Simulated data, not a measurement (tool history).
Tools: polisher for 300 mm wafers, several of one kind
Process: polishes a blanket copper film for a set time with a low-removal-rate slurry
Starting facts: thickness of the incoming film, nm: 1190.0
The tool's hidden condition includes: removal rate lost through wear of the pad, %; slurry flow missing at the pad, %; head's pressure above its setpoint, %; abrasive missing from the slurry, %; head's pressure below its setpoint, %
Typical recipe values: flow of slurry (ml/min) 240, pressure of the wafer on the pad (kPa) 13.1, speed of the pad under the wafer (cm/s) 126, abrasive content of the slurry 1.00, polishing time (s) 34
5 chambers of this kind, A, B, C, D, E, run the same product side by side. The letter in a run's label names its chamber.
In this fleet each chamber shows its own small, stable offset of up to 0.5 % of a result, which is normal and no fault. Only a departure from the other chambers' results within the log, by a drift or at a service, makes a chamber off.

| run | hour | flow of slurry (ml/min) | pressure of the wafer on the pad (kPa) | speed of the pad under the wafer (cm/s) | abrasive content of the slurry | polishing time (s) | wafers polished on this pad | hours since the slurry nozzle was cleaned | hours since the head pressure was calibrated | hours since the slurry blender was calibrated | film removed (nm) |
|---|---|---|---|---|---|---|---|---|---|---|---|
| 1E | 4.5 | 240 | 13.1 | 126 | 1.00 | 34 | 566 | 352.5 | 619.8 | 377.3 | 89.056 |
|  | 6.9 | chamber C: worn pad replaced by a new one |
| 2C | 11.8 | 240 | 13.1 | 126 | 1.00 | 34 | 72 | 672.8 | 194.6 | 179.7 | 89.714 |
|  | 12.3 | chamber E: worn pad replaced by a new one |
| 3D | 16.3 | 240 | 13.1 | 126 | 1.00 | 34 | 387 | 364.7 | 1057.9 | 42.7 | 88.391 |
|  | 20.6 | chamber B: slurry blender recalibrated |
| 4B | 20.7 | 240 | 13.1 | 126 | 1.00 | 34 | 460 | 284.7 | 907.4 | 0.1 | 90.051 |
|  | 27.3 | chamber D: slurry nozzle cleaned |
| 5A | 28.4 | 240 | 13.1 | 126 | 1.00 | 34 | 715 | 536.4 | 142.1 | 250.1 | 87.393 |
| 6B | 34.3 | 240 | 13.1 | 126 | 1.00 | 34 | 660 | 298.3 | 921.0 | 13.7 | 89.107 |
| 7D | 39.8 | 240 | 13.1 | 126 | 1.00 | 34 | 732 | 12.6 | 1081.4 | 66.2 | 88.250 |
|  | 48.0 | chamber E: worn pad replaced by a new one |
| 8A | 49.0 | 240 | 13.1 | 126 | 1.00 | 34 | 1018 | 557.0 | 162.7 | 270.7 | 88.057 |
|  | 55.7 | chamber B: worn pad replaced by a new one |
| 9C | 58.0 | 240 | 13.1 | 126 | 1.00 | 34 | 752 | 719.0 | 240.8 | 225.9 | 88.061 |
|  | 59.5 | chamber C: worn pad replaced by a new one |
| 10E | 62.8 | 240 | 13.1 | 126 | 1.00 | 34 | 218 | 410.8 | 678.1 | 435.6 | 86.387 |
| 11C | 67.3 | 240 | 13.1 | 126 | 1.00 | 34 | 114 | 728.3 | 250.1 | 235.2 | 88.728 |
| 12B | 72.6 | 240 | 13.1 | 126 | 1.00 | 34 | 249 | 336.6 | 959.3 | 52.0 | 88.408 |
|  | 78.6 | chamber E: slurry blender recalibrated |
| 13A | 81.3 | 240 | 13.1 | 126 | 1.00 | 34 | 1493 | 589.3 | 195.0 | 303.0 | 87.066 |
| 14E | 86.4 | 240 | 13.1 | 126 | 1.00 | 34 | 565 | 434.4 | 701.7 | 7.9 | 88.843 |
|  | 90.3 | chamber E: worn pad replaced by a new one |
|  | 91.9 | chamber D: worn pad replaced by a new one |
| 15D | 92.4 | 240 | 13.1 | 126 | 1.00 | 34 | 8 | 65.2 | 1134.0 | 118.8 | 88.935 |
|  | 98.2 | chamber E: head pressure recalibrated |
| 16B | 98.9 | 240 | 13.1 | 126 | 1.00 | 34 | 635 | 362.9 | 985.6 | 78.3 | 88.628 |
| 17C | 104.1 | 240 | 13.1 | 126 | 1.00 | 34 | 655 | 765.1 | 286.9 | 272.0 | 88.435 |
| 18A | 109.0 | 240 | 13.1 | 126 | 1.00 | 34 | 1900 | 617.0 | 222.7 | 330.7 | 84.545 |
|  | 111.3 | chamber D: head pressure recalibrated |
|  | 115.3 | chamber C: worn pad replaced by a new one |
| 19E | 117.9 | 240 | 13.1 | 126 | 1.00 | 34 | 406 | 465.9 | 19.8 | 39.4 | 89.550 |
| 20D | 125.2 | 240 | 13.1 | 126 | 1.00 | 34 | 490 | 98.0 | 13.9 | 151.6 | 86.901 |
| 21C | 132.7 | 240 | 13.1 | 126 | 1.00 | 34 | 256 | 793.7 | 315.5 | 300.6 | 91.201 |
|  | 133.2 | chamber E: worn pad replaced by a new one |
|  | 133.7 | chamber B: worn pad replaced by a new one |
|  | 134.7 | chamber A: slurry nozzle cleaned |
|  | 135.5 | chamber B: slurry blender recalibrated |
| 22A | 138.9 | 240 | 13.1 | 126 | 1.00 | 34 | 2340 | 4.2 | 252.6 | 360.6 | 84.292 |
|  | 144.5 | chamber D: slurry blender recalibrated |
|  | 146.2 | chamber C: slurry blender recalibrated |
| 23B | 147.2 | 240 | 13.1 | 126 | 1.00 | 34 | 199 | 411.2 | 1033.9 | 11.7 | 87.128 |
|  | 147.3 | chamber C: slurry nozzle cleaned |
| 24E | 153.1 | 240 | 13.1 | 126 | 1.00 | 34 | 292 | 501.1 | 55.0 | 74.6 | 88.792 |
| 25D | 162.3 | 240 | 13.1 | 126 | 1.00 | 34 | 1035 | 135.1 | 51.0 | 17.8 | 89.414 |
|  | 168.9 | chamber E: worn pad replaced by a new one |
| 26A | 169.1 | 270 | 13.1 | 126 | 1.00 | 34 | 2784 | 34.4 | 282.8 | 390.8 | 82.963 |
| 27C | 174.6 | 270 | 13.1 | 126 | 1.00 | 34 | 872 | 27.4 | 357.4 | 28.5 | 90.666 |
| 28E | 182.5 | 270 | 13.1 | 126 | 1.00 | 34 | 200 | 530.5 | 84.4 | 104.0 | 90.073 |
| 29B | 190.4 | 270 | 13.1 | 126 | 1.00 | 34 | 835 | 454.4 | 1077.1 | 54.9 | 91.708 |
|  | 192.6 | chamber D: worn pad replaced by a new one |
| 30D | 196.7 | 270 | 13.1 | 126 | 1.00 | 34 | 60 | 169.5 | 85.4 | 52.2 | 88.907 |
| 31A | 202.6 | 310 | 13.1 | 126 | 0.85 | 34 | 3277 | 67.9 | 316.3 | 424.3 | 79.450 |

Each of the 5 chambers runs these same settings next. Fill in every chamber's results:
| 32A | 209.2 | 240 | 13.1 | 126 | 1.00 | 34 |  |  |  |  | ? |
| 32B | 209.2 | 240 | 13.1 | 126 | 1.00 | 34 |  |  |  |  | ? |
| 32C | 209.2 | 240 | 13.1 | 126 | 1.00 | 34 |  |  |  |  | ? |
| 32D | 209.2 | 240 | 13.1 | 126 | 1.00 | 34 |  |  |  |  | ? |
| 32E | 209.2 | 240 | 13.1 | 126 | 1.00 | 34 |  |  |  |  | ? |

| run | film removed (nm) |
|---|---|
| 32A | 80.555 |
| 32B | 88.801 |
| 32C | 89.997 |
| 32D | 88.581 |
| 32E | 89.454 |
